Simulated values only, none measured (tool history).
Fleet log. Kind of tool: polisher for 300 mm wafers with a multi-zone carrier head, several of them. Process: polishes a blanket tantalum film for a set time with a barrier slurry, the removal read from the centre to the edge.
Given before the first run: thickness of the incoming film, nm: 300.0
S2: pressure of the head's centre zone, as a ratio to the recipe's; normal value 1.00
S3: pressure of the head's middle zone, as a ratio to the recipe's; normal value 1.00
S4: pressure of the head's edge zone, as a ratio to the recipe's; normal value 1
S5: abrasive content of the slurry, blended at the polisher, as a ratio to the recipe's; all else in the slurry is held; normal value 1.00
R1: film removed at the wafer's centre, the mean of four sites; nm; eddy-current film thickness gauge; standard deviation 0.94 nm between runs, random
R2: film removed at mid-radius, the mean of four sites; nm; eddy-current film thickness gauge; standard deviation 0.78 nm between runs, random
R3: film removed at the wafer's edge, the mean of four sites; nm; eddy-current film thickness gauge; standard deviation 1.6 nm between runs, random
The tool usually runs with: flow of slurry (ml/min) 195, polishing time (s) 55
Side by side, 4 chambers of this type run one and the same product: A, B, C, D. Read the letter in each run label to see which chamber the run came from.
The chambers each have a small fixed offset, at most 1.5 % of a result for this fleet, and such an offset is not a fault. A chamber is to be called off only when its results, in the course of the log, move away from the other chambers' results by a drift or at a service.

-- day=0.192 chamber C: worn pad replaced by a new one
run 1B day=0.396 | flow_of_slurry_(ml/min)=195 S2=1.00 S3=1.00 S4=1 S5=1.00 polishing_time_(s)=55 | R1=120.19 R2=119.47 R3=118.51
-- day=0.479 chamber A: slurry nozzle cleaned
run 2A day=0.754 | flow_of_slurry_(ml/min)=195 S2=1.00 S3=1.00 S4=1 S5=1.00 polishing_time_(s)=55 | R1=122.16 R2=120.61 R3=121.71
run 3C day=1.254 | flow_of_slurry_(ml/min)=195 S2=1.00 S3=1.00 S4=1 S5=1.00 polishing_time_(s)=55 | R1=120.40 R2=118.61 R3=121.30
-- day=1.350 chamber A: worn pad replaced by a new one
run 4D day=1.517 | flow_of_slurry_(ml/min)=195 S2=1.00 S3=1.00 S4=1 S5=1.00 polishing_time_(s)=55 | R1=117.86 R2=121.73 R3=120.32
-- day=1.958 chamber D: worn pad replaced by a new one
run 5C day=1.975 | flow_of_slurry_(ml/min)=195 S2=1.00 S3=1.00 S4=1 S5=1.00 polishing_time_(s)=55 | R1=118.63 R2=119.42 R3=120.45
-- day=2.158 chamber B: worn pad replaced by a new one
run 6D day=2.438 | flow_of_slurry_(ml/min)=195 S2=1.00 S3=1.00 S4=1 S5=1.00 polishing_time_(s)=55 | R1=118.77 R2=119.92 R3=116.35
run 7A day=2.725 | flow_of_slurry_(ml/min)=195 S2=1.00 S3=1.00 S4=1 S5=1.00 polishing_time_(s)=55 | R1=118.74 R2=120.57 R3=121.58
-- day=2.992 chamber D: centre zone pressure recalibrated
run 8B day=3.100 | flow_of_slurry_(ml/min)=195 S2=1.00 S3=1.00 S4=1 S5=1.00 polishing_time_(s)=55 | R1=117.91 R2=119.42 R3=118.57
-- day=3.312 chamber C: worn pad replaced by a new one
run 9C day=3.458 | flow_of_slurry_(ml/min)=195 S2=1.00 S3=1.00 S4=1 S5=1.15 polishing_time_(s)=55 | R1=121.83 R2=122.36 R3=123.67
run 10A day=3.950 | flow_of_slurry_(ml/min)=195 S2=1.00 S3=1.00 S4=1 S5=1.15 polishing_time_(s)=55 | R1=125.33 R2=125.15 R3=123.78
-- day=4.029 chamber A: worn pad replaced by a new one
-- day=4.062 chamber D: worn pad replaced by a new one
run 11B day=4.308 | flow_of_slurry_(ml/min)=195 S2=1.00 S3=1.00 S4=1 S5=1.15 polishing_time_(s)=55 | R1=123.33 R2=125.98 R3=126.26
run 12D day=4.658 | flow_of_slurry_(ml/min)=195 S2=1.00 S3=1.00 S4=1 S5=1.15 polishing_time_(s)=55 | R1=122.34 R2=125.00 R3=122.98
-- day=4.921 chamber B: worn pad replaced by a new one
run 13D day=5.062 | flow_of_slurry_(ml/min)=195 S2=1.08 S3=1.00 S4=1 S5=1.20 polishing_time_(s)=55 | R1=135.59 R2=125.92 R3=123.61
run 14B day=5.367 | flow_of_slurry_(ml/min)=195 S2=1.08 S3=1.00 S4=1 S5=1.20 polishing_time_(s)=55 | R1=135.32 R2=125.64 R3=124.85
-- day=5.629 chamber C: centre zone pressure recalibrated
run 15A day=5.650 | flow_of_slurry_(ml/min)=195 S2=1.08 S3=1.00 S4=1 S5=1.20 polishing_time_(s)=55 | R1=137.46 R2=126.15 R3=120.46
run 16C day=6.000 | flow_of_slurry_(ml/min)=195 S2=1.08 S3=1.00 S4=1 S5=1.20 polishing_time_(s)=55 | R1=131.25 R2=121.00 R3=123.89
-- day=6.267 chamber D: worn pad replaced by a new one
run 17C day=6.300 | flow_of_slurry_(ml/min)=195 S2=1.00 S3=1.00 S4=1 S5=1.00 polishing_time_(s)=55 | R1=116.42 R2=114.79 R3=118.20
-- day=6.475 chamber C: worn pad replaced by a new one
run 18A day=6.771 | flow_of_slurry_(ml/min)=195 S2=1.00 S3=1.00 S4=1 S5=1.00 polishing_time_(s)=55 | R1=119.42 R2=121.42 R3=118.22
run 19B day=7.250 | flow_of_slurry_(ml/min)=195 S2=1.00 S3=1.00 S4=1 S5=1.00 polishing_time_(s)=61 | R1=132.22 R2=132.76 R3=132.55
-- day=7.292 chamber C: edge zone pressure recalibrated
-- day=7.321 chamber A: worn pad replaced by a new one
-- day=7.612 chamber D: slurry nozzle cleaned
run 20D day=7.621 | flow_of_slurry_(ml/min)=195 S2=1.00 S3=1.00 S4=1 S5=1.00 polishing_time_(s)=61 | R1=129.95 R2=132.60 R3=132.95
run 21D day=7.925 | flow_of_slurry_(ml/min)=195 S2=1.00 S3=1.00 S4=1 S5=1.00 polishing_time_(s)=61 | R1=131.80 R2=133.32 R3=129.85
-- day=8.033 chamber B: worn pad replaced by a new one
run 22A day=8.433 | flow_of_slurry_(ml/min)=195 S2=1.00 S3=1.00 S4=1 S5=1.00 polishing_time_(s)=61 | R1=130.86 R2=133.41 R3=133.66
run 23C day=8.996 | flow_of_slurry_(ml/min)=195 S2=1.00 S3=1.00 S4=1 S5=1.00 polishing_time_(s)=55 | R1=110.99 R2=111.66 R3=114.43
run 24B day=9.471 | flow_of_slurry_(ml/min)=195 S2=1.00 S3=1.00 S4=1 S5=1.00 polishing_time_(s)=55 | R1=119.48 R2=119.35 R3=118.49

For the next run the whole fleet of 4 chambers uses the same settings. Give each chamber's results:
run 25A day=9.875 | flow_of_slurry_(ml/min)=195 S2=1.00 S3=1.05 S4=1 S5=1.00 polishing_time_(s)=55 | R1=? R2=? R3=?
run 25B day=9.875 | flow_of_slurry_(ml/min)=195 S2=1.00 S3=1.05 S4=1 S5=1.00 polishing_time_(s)=55 | R1=? R2=? R3=?
run 25C day=9.875 | flow_of_slurry_(ml/min)=195 S2=1.00 S3=1.05 S4=1 S5=1.00 polishing_time_(s)=55 | R1=? R2=? R3=?
run 25D day=9.875 | flow_of_slurry_(ml/min)=195 S2=1.00 S3=1.05 S4=1 S5=1.00 polishing_time_(s)=55 | R1=? R2=? R3=?

run=25A R1=120.17 R2=125.86 R3=119.93
run=25B R1=118.38 R2=126.41 R3=121.35
run=25C R1=111.06 R2=115.89 R3=117.53
run=25D R1=118.32 R2=125.58 R3=121.54
